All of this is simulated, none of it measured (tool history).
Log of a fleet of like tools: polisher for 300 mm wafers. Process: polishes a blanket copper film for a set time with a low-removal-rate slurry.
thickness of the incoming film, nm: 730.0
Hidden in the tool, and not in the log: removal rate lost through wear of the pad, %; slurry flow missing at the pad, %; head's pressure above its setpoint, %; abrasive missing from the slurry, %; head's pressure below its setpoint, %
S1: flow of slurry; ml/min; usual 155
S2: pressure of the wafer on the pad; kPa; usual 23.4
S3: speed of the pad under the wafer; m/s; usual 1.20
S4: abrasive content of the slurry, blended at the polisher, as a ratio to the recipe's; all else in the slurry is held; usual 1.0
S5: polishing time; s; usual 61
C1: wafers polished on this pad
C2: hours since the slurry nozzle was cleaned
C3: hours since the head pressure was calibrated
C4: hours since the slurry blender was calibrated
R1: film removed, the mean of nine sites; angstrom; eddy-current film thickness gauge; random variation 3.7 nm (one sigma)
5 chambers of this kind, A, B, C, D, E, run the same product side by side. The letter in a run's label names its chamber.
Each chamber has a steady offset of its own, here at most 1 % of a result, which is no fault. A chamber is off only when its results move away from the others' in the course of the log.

| run | hour | S1 | S2 | S3 | S4 | S5 | C1 | C2 | C3 | C4 | R1 |
|---|---|---|---|---|---|---|---|---|---|---|---|
| 1A | 7.2 | 155 | 23.4 | 1.20 | 1.0 | 61 | 483 | 160.1 | 745.5 | 63.4 | 2774.2 |
| 2C | 17.3 | 155 | 23.4 | 1.20 | 1.0 | 61 | 362 | 130.4 | 760.3 | 28.4 | 2877.2 |
|  | 21.1 | chamber D: worn pad replaced by a new one |
| 3B | 31.4 | 155 | 23.4 | 1.20 | 1.0 | 61 | 571 | 98.6 | 362.3 | 126.7 | 2854.7 |
| 4E | 47.3 | 155 | 23.4 | 1.20 | 1.0 | 61 | 835 | 48.2 | 519.2 | 87.1 | 2836.2 |
|  | 56.0 | chamber E: worn pad replaced by a new one |
| 5D | 62.3 | 155 | 23.4 | 1.20 | 1.0 | 61 | 411 | 674.9 | 913.1 | 235.0 | 2750.9 |
|  | 64.4 | chamber A: worn pad replaced by a new one |
|  | 64.5 | chamber D: slurry nozzle cleaned |
|  | 67.9 | chamber C: worn pad replaced by a new one |
|  | 75.0 | chamber A: slurry nozzle cleaned |
| 6C | 75.6 | 155 | 23.4 | 1.20 | 1.0 | 61 | 77 | 188.7 | 818.6 | 86.7 | 2827.1 |
| 7B | 83.9 | 155 | 23.4 | 1.20 | 1.0 | 61 | 1095 | 151.1 | 414.8 | 179.2 | 2838.1 |
|  | 93.9 | chamber D: worn pad replaced by a new one |
| 8D | 98.4 | 155 | 23.4 | 1.20 | 1.0 | 61 | 45 | 34.0 | 949.2 | 271.1 | 2866.4 |
| 9E | 106.2 | 155 | 15.2 | 1.20 | 1.2 | 61 | 501 | 107.1 | 578.1 | 146.0 | 1937.2 |
|  | 115.4 | chamber A: slurry blender recalibrated |
| 10A | 117.1 | 155 | 15.2 | 1.20 | 1.2 | 61 | 526 | 42.2 | 855.4 | 1.7 | 1924.4 |
|  | 123.0 | chamber B: worn pad replaced by a new one |
| 11D | 133.2 | 155 | 15.2 | 1.20 | 1.2 | 61 | 392 | 68.8 | 984.0 | 305.9 | 1917.0 |
| 12E | 148.9 | 155 | 15.2 | 1.20 | 1.2 | 61 | 927 | 149.8 | 620.8 | 188.7 | 1890.5 |
|  | 159.6 | chamber C: worn pad replaced by a new one |
| 13C | 162.9 | 155 | 15.2 | 1.20 | 1.2 | 61 | 33 | 276.0 | 905.9 | 174.0 | 1963.5 |
|  | 163.5 | chamber A: worn pad replaced by a new one |
|  | 165.7 | chamber E: worn pad replaced by a new one |
| 14A | 173.5 | 155 | 23.4 | 1.20 | 1.0 | 61 | 100 | 98.6 | 911.8 | 58.1 | 2833.3 |
|  | 174.1 | chamber D: worn pad replaced by a new one |
|  | 174.8 | chamber C: slurry blender recalibrated |
| 15B | 180.7 | 155 | 23.4 | 1.20 | 1.0 | 61 | 576 | 247.9 | 511.6 | 276.0 | 2836.1 |
| 16C | 188.9 | 155 | 23.4 | 1.20 | 1.0 | 61 | 293 | 302.0 | 931.9 | 14.2 | 2916.9 |
| 17E | 196.0 | 155 | 27.6 | 1.20 | 1.0 | 49 | 303 | 196.9 | 667.9 | 235.8 | 2650.3 |
| 18B | 206.6 | 155 | 27.6 | 1.20 | 1.0 | 49 | 834 | 273.8 | 537.5 | 301.9 | 2634.5 |
|  | 214.8 | chamber B: slurry blender recalibrated |
| 19D | 219.6 | 155 | 27.6 | 1.20 | 1.0 | 49 | 454 | 155.2 | 1070.4 | 392.3 | 2684.0 |
|  | 225.4 | chamber D: slurry blender recalibrated |
| 20A | 230.7 | 155 | 27.6 | 1.20 | 1.0 | 49 | 671 | 155.8 | 969.0 | 115.3 | 2705.1 |
| 21A | 240.8 | 155 | 27.6 | 1.20 | 1.0 | 49 | 772 | 165.9 | 979.1 | 125.4 | 2660.1 |
|  | 247.3 | chamber C: worn pad replaced by a new one |
| 22B | 252.7 | 155 | 23.4 | 1.20 | 1.0 | 61 | 1295 | 319.9 | 583.6 | 37.9 | 2837.4 |
|  | 259.7 | chamber B: worn pad replaced by a new one |
| 23C | 260.0 | 155 | 23.4 | 1.20 | 1.0 | 61 | 126 | 373.1 | 1003.0 | 85.3 | 2844.1 |
|  | 260.4 | chamber E: worn pad replaced by a new one |
|  | 263.1 | chamber D: worn pad replaced by a new one |
|  | 270.3 | chamber A: slurry nozzle cleaned |
| 24D | 271.9 | 155 | 23.4 | 1.36 | 1.0 | 61 | 88 | 207.5 | 1122.7 | 46.5 | 3221.0 |
|  | 278.6 | chamber C: head pressure recalibrated |
|  | 283.4 | chamber A: worn pad replaced by a new one |
|  | 285.4 | chamber A: slurry blender recalibrated |
| 25E | 286.0 | 155 | 23.4 | 1.36 | 1.0 | 61 | 256 | 286.9 | 757.9 | 325.8 | 3097.5 |
| 26B | 294.0 | 155 | 23.4 | 1.36 | 1.0 | 61 | 342 | 361.2 | 624.9 | 79.2 | 3246.9 |
| 27A | 308.5 | 155 | 23.4 | 1.36 | 1.0 | 61 | 251 | 38.3 | 1046.8 | 23.2 | 3190.4 |
| 28C | 318.8 | 155 | 23.4 | 1.36 | 1.0 | 61 | 713 | 431.9 | 40.3 | 144.1 | 3266.2 |
|  | 325.5 | chamber C: worn pad replaced by a new one |
| 29D | 331.0 | 155 | 23.4 | 1.20 | 1.0 | 61 | 678 | 266.6 | 1181.8 | 105.6 | 2850.8 |
| 30E | 341.1 | 155 | 23.4 | 1.20 | 1.0 | 61 | 806 | 342.0 | 813.0 | 380.9 | 2719.4 |
|  | 349.0 | chamber E: worn pad replaced by a new one |
| 31C | 355.0 | 155 | 23.4 | 1.20 | 1.0 | 61 | 294 | 468.1 | 76.5 | 180.3 | 2856.9 |
|  | 355.4 | chamber D: worn pad replaced by a new one |
|  | 361.0 | chamber D: head pressure recalibrated |
| 32B | 363.0 | 155 | 23.4 | 1.20 | 1.0 | 61 | 1031 | 430.2 | 693.9 | 148.2 | 2728.9 |
| 33A | 371.6 | 155 | 23.4 | 1.20 | 1.0 | 61 | 880 | 101.4 | 1109.9 | 86.3 | 2874.6 |
| 34E | 385.2 | 155 | 23.4 | 1.20 | 1.0 | 61 | 361 | 386.1 | 857.1 | 425.0 | 2611.6 |
| 35D | 393.6 | 155 | 23.4 | 1.20 | 1.0 | 61 | 381 | 329.2 | 32.6 | 168.2 | 2863.4 |
| 36D | 409.5 | 155 | 23.4 | 1.20 | 1.0 | 61 | 540 | 345.1 | 48.5 | 184.1 | 2784.9 |

What goes on in this fleet: one chamber off, a drifting gauge, or nothing beyond the chambers' own small offsets? Name the chamber and the cause, if any.

Chamber E drifts away from the others.
Cause: head's pressure below its setpoint, % = 10.
The log may not tell that from: slurry flow missing at the pad, %; abrasive missing from the slurry, %.

Here are 4 candidates for chamber E's next run, each the usual settings with a change, their results left as question marks. Which one brings its results back in line with what the others give on the usual settings?
In line means no further than this from the other chambers' mean on the usual settings: R1 130.0 angstrom
| 37E-1 | 421.3 | 155 | 22.1 | 1.14 | 1.0 | 58 |  |  |  |  | ? |
| 37E-2 | 421.3 | 155 | 21.4 | 1.20 | 1.0 | 61 |  |  |  |  | ? |
| 37E-3 | 421.3 | 155 | 25.5 | 1.30 | 1.0 | 61 |  |  |  |  | ? |
| 37E-4 | 421.3 | 155 | 23.4 | 1.30 | 1.0 | 61 |  |  |  |  | ? |

The other chambers' mean on the usual settings: R1 2824.9 angstrom
| run | R1 |
|---|---|
| 37E-1 | 2204.5 |
| 37E-2 | 2364.0 |
| 37E-3 | 3065.2 |
| 37E-4 | 2813.7 |
37E-4 brings the chamber back in line.
